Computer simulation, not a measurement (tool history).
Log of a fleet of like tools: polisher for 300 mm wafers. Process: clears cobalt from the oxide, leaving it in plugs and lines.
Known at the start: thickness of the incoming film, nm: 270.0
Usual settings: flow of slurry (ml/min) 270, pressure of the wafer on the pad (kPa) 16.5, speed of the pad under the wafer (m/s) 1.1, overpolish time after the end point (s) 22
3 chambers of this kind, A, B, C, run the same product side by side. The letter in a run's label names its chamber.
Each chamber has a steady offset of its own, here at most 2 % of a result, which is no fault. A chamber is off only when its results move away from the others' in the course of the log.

| run | hour | flow of slurry (ml/min) | pressure of the wafer on the pad (kPa) | speed of the pad under the wafer (m/s) | overpolish time after the end point (s) | wafers polished on this pad | hours since the slurry nozzle was cleaned | hours since the head pressure was calibrated | time until the end point was called (s) | dishing of a wide line in a test structure (angstrom) |
|---|---|---|---|---|---|---|---|---|---|---|
|  | 4 | chamber B: worn pad replaced by a new one |
| 1C | 5.5 | 270 | 16.5 | 1.1 | 22 | 745 | 275.2 | 279.8 | 35.257 | 559.9 |
| 2B | 13.2 | 270 | 16.5 | 1.1 | 22 | 110 | 150.2 | 180.6 | 36.339 | 576.44 |
| 3A | 20.2 | 270 | 16.5 | 1.1 | 22 | 319 | 186.3 | 158.1 | 35.539 | 572.01 |
| 4B | 29.5 | 270 | 16.5 | 1.1 | 22 | 305 | 166.5 | 196.9 | 34.197 | 572.87 |
| 5C | 35.9 | 270 | 16.5 | 1.1 | 22 | 1109 | 305.6 | 310.2 | 36.173 | 565.78 |
|  | 39.3 | chamber A: worn pad replaced by a new one |
| 6A | 44.6 | 270 | 19.3 | 1.1 | 29 | 64 | 210.7 | 182.5 | 31.039 | 599.47 |
| 7A | 50.4 | 270 | 19.3 | 1.1 | 29 | 133 | 216.5 | 188.3 | 31.357 | 599.83 |
|  | 53.5 | chamber B: worn pad replaced by a new one |
|  | 55.4 | chamber B: slurry nozzle cleaned |
| 8C | 56.9 | 270 | 19.3 | 1.1 | 29 | 1361 | 326.6 | 331.2 | 30.416 | 596.84 |
| 9B | 65 | 270 | 16.5 | 1.1 | 22 | 138 | 9.6 | 232.4 | 35.411 | 568.05 |
| 10C | 69.1 | 270 | 16.5 | 1.1 | 22 | 1507 | 338.8 | 343.4 | 34.402 | 558.08 |
| 11B | 74.3 | 270 | 16.5 | 1.1 | 22 | 250 | 18.9 | 241.7 | 33.615 | 571.1 |
|  | 79.3 | chamber C: worn pad replaced by a new one |
| 12A | 81 | 270 | 16.5 | 1.1 | 22 | 500 | 247.1 | 218.9 | 36.022 | 567.04 |
|  | 84.9 | chamber A: worn pad replaced by a new one |
| 13A | 85.8 | 270 | 16.5 | 1.1 | 22 | 11 | 251.9 | 223.7 | 35.339 | 560.35 |
| 14B | 91.4 | 270 | 16.5 | 1.1 | 22 | 455 | 36 | 258.8 | 34.051 | 575.71 |
| 15C | 99.5 | 270 | 16.5 | 1.1 | 22 | 243 | 369.2 | 373.8 | 34.944 | 559.48 |
| 16B | 105.7 | 270 | 16.5 | 1.1 | 22 | 626 | 50.3 | 273.1 | 33.5 | 563.29 |
|  | 114.4 | chamber B: worn pad replaced by a new one |
| 17A | 115 | 270 | 16.5 | 1.1 | 22 | 361 | 281.1 | 252.9 | 36.505 | 572.85 |
| 18C | 121 | 270 | 16.5 | 1.1 | 22 | 500 | 390.7 | 395.3 | 33.587 | 569.58 |
|  | 121.6 | chamber A: worn pad replaced by a new one |
| 19B | 127.3 | 305 | 19.3 | 1.1 | 22 | 155 | 71.9 | 294.7 | 29.079 | 587.8 |
| 20C | 131.5 | 305 | 19.3 | 1.1 | 22 | 626 | 401.2 | 405.8 | 29.541 | 586.1 |
| 21A | 137.2 | 305 | 19.3 | 1.1 | 22 | 188 | 303.3 | 275.1 | 29.648 | 597.31 |
| 22B | 144.6 | 270 | 13.8 | 1.1 | 22 | 362 | 89.2 | 312 | 41.545 | 549.39 |
| 23A | 153.8 | 270 | 13.8 | 1.1 | 22 | 387 | 319.9 | 291.7 | 41.678 | 545.59 |
|  | 157.8 | chamber A: worn pad replaced by a new one |
| 24C | 161.4 | 270 | 13.8 | 1.1 | 22 | 984 | 431.1 | 435.7 | 41.149 | 544.48 |
|  | 162.1 | chamber B: worn pad replaced by a new one |
| 25A | 169.2 | 270 | 16.5 | 1.1 | 22 | 137 | 335.3 | 307.1 | 35.387 | 578.45 |
| 26C | 173.5 | 355 | 16.5 | 0.92 | 22 | 1129 | 443.2 | 447.8 | 42.235 | 544.55 |
| 27B | 182.6 | 355 | 16.5 | 0.92 | 22 | 245 | 127.2 | 350 | 40.084 | 550.91 |
| 28B | 190.9 | 355 | 16.5 | 0.92 | 22 | 345 | 135.5 | 358.3 | 40.646 | 542.09 |
|  | 193.3 | chamber C: worn pad replaced by a new one |
| 29C | 195.4 | 270 | 16.5 | 1.1 | 22 | 25 | 465.1 | 469.7 | 33.828 | 557.77 |
|  | 200.3 | chamber A: worn pad replaced by a new one |
| 30A | 203.8 | 270 | 16.5 | 1.1 | 22 | 42 | 369.9 | 341.7 | 34.4 | 567.93 |
| 31B | 211.6 | 270 | 19.3 | 1.1 | 14 | 593 | 156.2 | 379 | 30.025 | 524.39 |

What goes on in this fleet: one chamber off, a drifting gauge, or nothing beyond the chambers' own small offsets? Name the chamber and the cause, if any.

No chamber stands off beyond its own small offset, and the gauge holds steady.
